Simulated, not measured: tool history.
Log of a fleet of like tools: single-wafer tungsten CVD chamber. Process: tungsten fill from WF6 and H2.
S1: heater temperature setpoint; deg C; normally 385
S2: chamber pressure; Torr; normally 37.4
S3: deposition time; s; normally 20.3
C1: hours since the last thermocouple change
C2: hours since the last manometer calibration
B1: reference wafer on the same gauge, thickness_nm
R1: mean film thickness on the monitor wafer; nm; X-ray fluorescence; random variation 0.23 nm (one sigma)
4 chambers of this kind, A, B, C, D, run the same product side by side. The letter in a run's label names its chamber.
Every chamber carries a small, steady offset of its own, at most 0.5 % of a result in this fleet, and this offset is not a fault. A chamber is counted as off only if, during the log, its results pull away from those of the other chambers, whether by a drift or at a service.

run,hour,S1,S2,S3,C1,C2,B1,R1
1D,6.6,385,37.4,20.3,346.3,598.8,42.953,48.988
2B,14.2,385,37.4,20.3,1050.6,1080,42.916,48.992
3C,19.4,385,37.4,20.3,263.5,409.7,42.954,49.017
4A,25.2,385,37.4,20.3,1552.1,1417.9,42.948,49.021
5D,30.8,385,37.4,20.3,370.5,623,42.929,49.245
6C,36.3,385,37.4,20.3,280.4,426.6,42.879,49.481
7A,43.4,385,44.7,20.3,1570.3,1436.1,42.907,53.488
8B,51.5,385,44.7,20.3,1087.9,1117.3,42.907,53.279
9C,60.4,385,44.7,20.3,304.5,450.7,42.947,53.723
10D,65.7,385,44.7,20.3,405.4,657.9,42.941,53.208
11A,77,385,37.4,20.3,1603.9,1469.7,42.866,48.863
12B,88.5,385,37.4,20.3,1124.9,1154.3,42.915,48.729
13D,94.7,385,37.4,20.3,434.4,686.9,42.846,49.253
14C,104.1,385,37.4,20.3,348.2,494.4,42.882,49.847
15B,109.8,385,37.4,20.3,1146.2,1175.6,42.841,49.145
16A,116.1,385,37.4,20.3,1643,1508.8,42.938,49.128
17D,121.9,385,37.4,20.3,461.6,714.1,42.896,48.93
18C,127.8,394,41.9,20.3,371.9,518.1,42.898,61.714
19A,134.4,394,41.9,20.3,1661.3,1527.1,42.864,62.157
20B,143.2,394,41.9,20.3,1179.6,1209,42.861,61.802
21A,149.2,394,41.9,20.3,1676.1,1541.9,42.865,61.307
22C,160.2,385,37.4,20.3,404.3,550.5,42.936,49.094
23D,170.5,385,37.4,20.3,510.2,762.7,42.912,48.765
24B,177.3,385,37.4,20.3,1213.7,1243.1,42.861,48.96
25D,188.2,385,37.4,20.3,527.9,780.4,42.866,48.621
# hour 194.7: chamber B: capacitance manometer re-zeroed and calibrated
26B,199.8,385,31.5,17.3,1236.2,5.1,42.918,38.358
# hour 210: chamber B: thermocouple changed; heater temperature recalibrated
27C,210.3,385,31.5,17.3,454.4,600.6,42.9,38.806
28A,220.7,385,31.5,17.3,1747.6,1613.4,42.92,38.96
29D,225.9,385,31.5,17.3,565.6,818.1,42.887,38.694
30C,235.2,385,37.4,20.3,479.3,625.5,42.892,49.479
31A,242,385,37.4,20.3,1768.9,1634.7,42.871,49.313
32B,247.8,378,37.4,20.3,37.9,53.1,42.854,43.902
33A,256.9,378,37.4,20.3,1783.8,1649.6,42.867,42.514
34B,266.2,378,37.4,20.3,56.3,71.5,42.908,43.817
35C,275.8,378,37.4,20.3,519.9,666.1,42.904,42.565
36D,285.5,385,37.4,20.3,625.2,877.7,42.89,48.996
37D,290.5,385,37.4,20.3,630.2,882.7,42.923,48.757
38B,297,396,37.4,17.9,87.1,102.3,42.892,55.21
39A,308.4,396,37.4,17.9,1835.3,1701.1,42.9,53.993
40C,319.4,396,37.4,17.9,563.5,709.7,42.91,53.646
41D,328.1,396,37.4,17.9,667.8,920.3,42.911,53.793
42A,339.5,385,37.4,20.3,1866.4,1732.2,42.9,49.115

The same settings go to every chamber for the next run, one line per chamber below. Forecast the results for each:
43A,347.7,385,37.4,20.3,,,,?
43B,347.7,385,37.4,20.3,,,,?
43C,347.7,385,37.4,20.3,,,,?
43D,347.7,385,37.4,20.3,,,,?

run,R1
43A,48.747
43B,50.074
43C,49.023
43D,48.892
